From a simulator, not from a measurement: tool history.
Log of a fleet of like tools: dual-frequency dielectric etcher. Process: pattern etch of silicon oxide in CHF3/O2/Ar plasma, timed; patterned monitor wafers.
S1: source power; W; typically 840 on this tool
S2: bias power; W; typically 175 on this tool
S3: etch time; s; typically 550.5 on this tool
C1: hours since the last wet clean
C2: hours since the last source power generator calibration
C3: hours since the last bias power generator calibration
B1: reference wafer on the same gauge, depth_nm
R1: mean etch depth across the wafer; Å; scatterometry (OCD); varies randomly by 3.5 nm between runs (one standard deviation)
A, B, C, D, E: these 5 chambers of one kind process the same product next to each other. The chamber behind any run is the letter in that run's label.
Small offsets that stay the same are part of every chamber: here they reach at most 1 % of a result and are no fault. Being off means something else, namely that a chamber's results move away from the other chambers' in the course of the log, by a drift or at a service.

run 1B day=0.204 | S1=840 S2=175 S3=550.5 | C1=319.8 C2=2054.9 C3=836 | B1=1189 | R1=12148
run 2D day=0.554 | S1=840 S2=175 S3=550.5 | C1=256 C2=3691 C3=3541.4 | B1=1190.3 | R1=12350
run 3C day=0.8 | S1=840 S2=175 S3=550.5 | C1=428.3 C2=1093.5 C3=3058.3 | B1=1189.8 | R1=12390
run 4E day=1.071 | S1=840 S2=175 S3=550.5 | C1=613.5 C2=892.3 C3=300.4 | B1=1189.9 | R1=12407
run 5A day=1.396 | S1=840 S2=175 S3=641.5 | C1=266.9 C2=50.3 C3=1669.1 | B1=1189.9 | R1=14233
run 6D day=1.708 | S1=840 S2=175 S3=641.5 | C1=283.7 C2=3718.7 C3=3569.1 | B1=1190.2 | R1=14396
-- day=1.921 chamber E: wet clean of the chamber
run 7B day=1.967 | S1=840 S2=175 S3=641.5 | C1=362.1 C2=2097.2 C3=878.3 | B1=1190.6 | R1=14211
-- day=2.05 chamber C: wet clean of the chamber
run 8C day=2.196 | S1=840 S2=175 S3=641.5 | C1=3.6 C2=1127 C3=3091.8 | B1=1190.1 | R1=14433
run 9A day=2.492 | S1=840 S2=175 S3=641.5 | C1=293.2 C2=76.6 C3=1695.4 | B1=1189.7 | R1=14223
run 10E day=2.742 | S1=840 S2=175 S3=550.5 | C1=19.8 C2=932.4 C3=340.5 | B1=1189.1 | R1=12389
run 11B day=2.938 | S1=840 S2=175 S3=550.5 | C1=385.4 C2=2120.5 C3=901.6 | B1=1190.6 | R1=12130
-- day=3.05 chamber D: bias power generator calibrated
run 12C day=3.296 | S1=840 S2=175 S3=550.5 | C1=30 C2=1153.4 C3=3118.2 | B1=1189.7 | R1=12329
run 13E day=3.508 | S1=840 S2=175 S3=550.5 | C1=38.2 C2=950.8 C3=358.9 | B1=1189.9 | R1=12374
run 14D day=3.692 | S1=840 S2=175 S3=550.5 | C1=331.3 C2=3766.3 C3=15.4 | B1=1190.1 | R1=12313
run 15A day=3.975 | S1=840 S2=175 S3=550.5 | C1=328.8 C2=112.2 C3=1731 | B1=1190.2 | R1=12165
run 16A day=4.308 | S1=840 S2=175 S3=550.5 | C1=336.8 C2=120.2 C3=1739 | B1=1189.2 | R1=12241
run 17E day=4.583 | S1=840 S2=175 S3=550.5 | C1=64 C2=976.6 C3=384.7 | B1=1190.6 | R1=12383
run 18B day=4.871 | S1=940 S2=151 S3=550.5 | C1=431.8 C2=2166.9 C3=948 | B1=1189.5 | R1=12072
run 19D day=5.171 | S1=940 S2=151 S3=550.5 | C1=366.8 C2=3801.8 C3=50.9 | B1=1189.6 | R1=12261
run 20C day=5.35 | S1=940 S2=151 S3=550.5 | C1=79.3 C2=1202.7 C3=3167.5 | B1=1189.5 | R1=12288
run 21D day=5.554 | S1=940 S2=151 S3=550.5 | C1=376 C2=3811 C3=60.1 | B1=1189.5 | R1=12281
run 22B day=5.796 | S1=940 S2=151 S3=550.5 | C1=454 C2=2189.1 C3=970.2 | B1=1190.2 | R1=11938
run 23A day=6.004 | S1=840 S2=175 S3=550.5 | C1=377.5 C2=160.9 C3=1779.7 | B1=1190.7 | R1=12227
run 24C day=6.279 | S1=840 S2=175 S3=550.5 | C1=101.6 C2=1225 C3=3189.8 | B1=1190.3 | R1=12404
run 25E day=6.662 | S1=710 S2=175 S3=407 | C1=113.9 C2=1026.5 C3=434.6 | B1=1191.2 | R1=8549.8
run 26A day=7.017 | S1=710 S2=175 S3=407 | C1=401.8 C2=185.2 C3=1804 | B1=1189.4 | R1=8433.7
run 27E day=7.229 | S1=710 S2=175 S3=407 | C1=127.5 C2=1040.1 C3=448.2 | B1=1188.8 | R1=8598.9
-- day=7.392 chamber D: wet clean of the chamber
run 28C day=7.5 | S1=710 S2=175 S3=407 | C1=130.9 C2=1254.3 C3=3219.1 | B1=1190.2 | R1=8544.7
run 29D day=7.833 | S1=710 S2=175 S3=407 | C1=10.6 C2=3865.7 C3=114.8 | B1=1190.4 | R1=8572.9
run 30B day=8.196 | S1=840 S2=175 S3=550.5 | C1=511.6 C2=2246.7 C3=1027.8 | B1=1189.3 | R1=11953
run 31C day=8.538 | S1=840 S2=175 S3=550.5 | C1=155.8 C2=1279.2 C3=3244 | B1=1189.6 | R1=12426
run 32D day=8.808 | S1=840 S2=175 S3=550.5 | C1=34 C2=3889.1 C3=138.2 | B1=1190 | R1=12307
run 33B day=9.129 | S1=840 S2=175 S3=550.5 | C1=534 C2=2269.1 C3=1050.2 | B1=1189.8 | R1=11892
run 34E day=9.404 | S1=840 S2=175 S3=550.5 | C1=179.7 C2=1092.3 C3=500.4 | B1=1190.6 | R1=12378
run 35A day=9.779 | S1=930 S2=175 S3=550.5 | C1=468.1 C2=251.5 C3=1870.3 | B1=1189.9 | R1=12770
run 36C day=10.042 | S1=930 S2=175 S3=550.5 | C1=191.9 C2=1315.3 C3=3280.1 | B1=1190.7 | R1=12950
run 37B day=10.3 | S1=930 S2=175 S3=550.5 | C1=562.1 C2=2297.2 C3=1078.3 | B1=1190 | R1=12320
run 38E day=10.504 | S1=930 S2=175 S3=550.5 | C1=206.1 C2=1118.7 C3=526.8 | B1=1189.8 | R1=12867
run 39D day=10.721 | S1=930 S2=175 S3=550.5 | C1=79.9 C2=3935 C3=184.1 | B1=1190.3 | R1=12795
run 40A day=10.942 | S1=840 S2=175 S3=550.5 | C1=496 C2=279.4 C3=1898.2 | B1=1190.2 | R1=12208

Next, every chamber runs the same settings. What will each give?
run 41A day=11.217 | S1=840 S2=143 S3=550.5 | R1=?
run 41B day=11.217 | S1=840 S2=143 S3=550.5 | R1=?
run 41C day=11.217 | S1=840 S2=143 S3=550.5 | R1=?
run 41D day=11.217 | S1=840 S2=143 S3=550.5 | R1=?
run 41E day=11.217 | S1=840 S2=143 S3=550.5 | R1=?

run=41A R1=11442
run=41B R1=11091
run=41C R1=11546
run=41D R1=11600
run=41E R1=11571
